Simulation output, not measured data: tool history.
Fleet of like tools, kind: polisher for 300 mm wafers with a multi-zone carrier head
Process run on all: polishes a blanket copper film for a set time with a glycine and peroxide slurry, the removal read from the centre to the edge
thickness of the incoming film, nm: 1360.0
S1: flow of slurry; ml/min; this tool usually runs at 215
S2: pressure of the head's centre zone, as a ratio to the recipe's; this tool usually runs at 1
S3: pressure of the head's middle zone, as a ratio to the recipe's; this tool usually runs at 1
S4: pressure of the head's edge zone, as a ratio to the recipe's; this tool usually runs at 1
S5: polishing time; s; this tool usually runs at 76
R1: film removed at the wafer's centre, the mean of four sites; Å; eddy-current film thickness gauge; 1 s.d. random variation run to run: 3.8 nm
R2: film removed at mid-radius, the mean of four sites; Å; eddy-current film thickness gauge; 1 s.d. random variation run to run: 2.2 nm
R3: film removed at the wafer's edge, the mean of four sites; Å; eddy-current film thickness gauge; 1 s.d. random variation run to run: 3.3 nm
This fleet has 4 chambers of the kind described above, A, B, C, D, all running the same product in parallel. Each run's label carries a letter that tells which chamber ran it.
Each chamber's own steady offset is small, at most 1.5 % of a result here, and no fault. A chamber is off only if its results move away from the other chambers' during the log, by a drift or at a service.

Run 1A, hour 6.8: usual settings. Result: R1 2528.8 Å, R2 2540.0 Å, R3 2573.7 Å.
Run 2C, hour 14.8: usual settings. Result: R1 2566.6 Å, R2 2583.2 Å, R3 2537.2 Å.
At hour 28.3: chamber B: worn pad replaced by a new one.
Run 3D, hour 29.4: usual settings. Result: R1 2441.9 Å, R2 2544.3 Å, R3 2559.9 Å.
At hour 30.1: chamber A: edge zone pressure recalibrated.
Run 4B, hour 38.0: usual settings. Result: R1 2579.6 Å, R2 2543.3 Å, R3 2556.1 Å.
At hour 43.7: chamber A: worn pad replaced by a new one.
Run 5A, hour 53.1: usual settings. Result: R1 2565.5 Å, R2 2538.2 Å, R3 2466.7 Å.
Run 6B, hour 60.1: usual settings. Result: R1 2641.3 Å, R2 2547.5 Å, R3 2552.2 Å.
At hour 62.3: chamber C: worn pad replaced by a new one.
At hour 68.6: chamber D: worn pad replaced by a new one.
Run 7D, hour 72.3: usual settings. Result: R1 2579.7 Å, R2 2543.9 Å, R3 2524.1 Å.
Run 8C, hour 85.7: usual settings. Result: R1 2586.7 Å, R2 2582.0 Å, R3 2530.6 Å.
Run 9A, hour 96.4: usual settings. Result: R1 2572.9 Å, R2 2511.3 Å, R3 2617.7 Å.
At hour 105.1: chamber B: centre zone pressure recalibrated.
At hour 110.2: chamber B: worn pad replaced by a new one.
Run 10C, hour 111.8: usual settings. Result: R1 2530.0 Å, R2 2555.0 Å, R3 2527.7 Å.
Run 11D, hour 126.6: usual settings. Result: R1 2444.2 Å, R2 2554.6 Å, R3 2508.7 Å.
Run 12B, hour 134.6: usual settings. Result: R1 2549.0 Å, R2 2585.3 Å, R3 2527.2 Å.
Run 13D, hour 146.4: usual settings. Result: R1 2491.5 Å, R2 2497.6 Å, R3 2488.6 Å.
Run 14B, hour 153.2: usual settings. Result: R1 2578.3 Å, R2 2563.5 Å, R3 2472.5 Å.
At hour 159.2: chamber D: slurry nozzle cleaned.
At hour 159.3: chamber A: slurry nozzle cleaned.
Run 15A, hour 161.4: usual settings but S1 250 ml/min, S5 62 s. Result: R1 2136.8 Å, R2 2086.4 Å, R3 2115.6 Å.
Run 16C, hour 169.6: usual settings but S1 250 ml/min, S5 62 s. Result: R1 2077.2 Å, R2 2135.9 Å, R3 2052.3 Å.
At hour 175.3: chamber B: slurry nozzle cleaned.
At hour 177.6: chamber D: worn pad replaced by a new one.
Run 17B, hour 181.4: usual settings but S1 250 ml/min, S5 62 s. Result: R1 2127.1 Å, R2 2123.5 Å, R3 2067.9 Å.
At hour 188.3: chamber B: worn pad replaced by a new one.
At hour 190.2: chamber A: worn pad replaced by a new one.
Run 18C, hour 195.6: usual settings but S1 250 ml/min, S5 62 s. Result: R1 2155.9 Å, R2 2122.0 Å, R3 2136.0 Å.
At hour 200.3: chamber C: worn pad replaced by a new one.
Run 19A, hour 210.1: usual settings. Result: R1 2595.4 Å, R2 2539.5 Å, R3 2548.2 Å.
Run 20D, hour 224.8: usual settings. Result: R1 2532.7 Å, R2 2506.4 Å, R3 2617.4 Å.
Run 21D, hour 237.6: usual settings. Result: R1 2501.6 Å, R2 2543.9 Å, R3 2550.3 Å.
Run 22B, hour 248.7: usual settings. Result: R1 2572.4 Å, R2 2590.1 Å, R3 2540.7 Å.
At hour 259.2: chamber B: worn pad replaced by a new one.
Run 23A, hour 263.8: usual settings. Result: R1 2588.9 Å, R2 2528.7 Å, R3 2563.9 Å.
At hour 264.5: chamber D: worn pad replaced by a new one.
Run 24C, hour 274.7: usual settings. Result: R1 2415.9 Å, R2 2457.9 Å, R3 2529.3 Å.
Run 25A, hour 282.9: usual settings. Result: R1 2539.4 Å, R2 2555.7 Å, R3 2539.0 Å.
Run 26B, hour 297.3: usual settings. Result: R1 2588.0 Å, R2 2541.2 Å, R3 2567.5 Å.
Run 27D, hour 312.6: usual settings. Result: R1 2514.7 Å, R2 2552.2 Å, R3 2586.6 Å.
At hour 313.8: chamber A: worn pad replaced by a new one.
At hour 317.1: chamber C: worn pad replaced by a new one.
Run 28C, hour 323.8: usual settings. Result: R1 2356.5 Å, R2 2484.3 Å, R3 2422.6 Å.
Run 29D, hour 334.6: usual settings. Result: R1 2549.4 Å, R2 2512.7 Å, R3 2545.2 Å.
At hour 341.1: chamber B: worn pad replaced by a new one.
Run 30C, hour 349.5: usual settings. Result: R1 2407.0 Å, R2 2414.2 Å, R3 2460.8 Å.
Run 31A, hour 356.9: usual settings. Result: R1 2581.9 Å, R2 2528.1 Å, R3 2565.8 Å.
Run 32B, hour 370.6: usual settings. Result: R1 2607.0 Å, R2 2548.6 Å, R3 2611.4 Å.
Run 33B, hour 384.3: usual settings. Result: R1 2573.7 Å, R2 2539.9 Å, R3 2541.5 Å.

One chamber off, gauge drift, or nothing amiss beyond the chambers' own small offsets? If it is a chamber, which one, and what is the likeliest cause?

It is chamber C that slowly wanders off from its peers.
Most likely cause: slurry flow missing at the pad, % = 36.1.

Here are 4 candidates for chamber C's next run, each the usual settings with a change, their results left as question marks. Which one brings its results back in line with what the others give on the usual settings?
A result is in line if it is within this distance of the other chambers' mean on the usual settings: R1 130.0 Å; R2 78.0 Å; R3 120.0 Å
Run 34C-1, hour 395.3: usual settings but S2 0.99, S5 75 s. Result: R1 ?, R2 ?, R3 ?.
Run 34C-2, hour 395.3: usual settings but S1 220 ml/min, S2 1.02, S3 1.01, S4 0.99, S5 80 s. Result: R1 ?, R2 ?, R3 ?.
Run 34C-3, hour 395.3: usual settings but S2 1.01, S5 77 s. Result: R1 ?, R2 ?, R3 ?.
Run 34C-4, hour 395.3: usual settings but S1 210 ml/min, S2 0.98, S3 0.99, S4 1.01, S5 72 s. Result: R1 ?, R2 ?, R3 ?.

Other chambers, usual settings, mean: R1 2561.5 Å; R2 2547.2 Å; R3 2544.1 Å
  run      R1      R2      R3
34C-1  2255.6  2357.2  2374.5
34C-2  2500.7  2549.2  2527.6
34C-3  2367.9  2419.7  2437.8
34C-4  2128.9  2230.9  2283.8
The right change is 34C-2: it brings the chamber back within the allowed miss of the others.

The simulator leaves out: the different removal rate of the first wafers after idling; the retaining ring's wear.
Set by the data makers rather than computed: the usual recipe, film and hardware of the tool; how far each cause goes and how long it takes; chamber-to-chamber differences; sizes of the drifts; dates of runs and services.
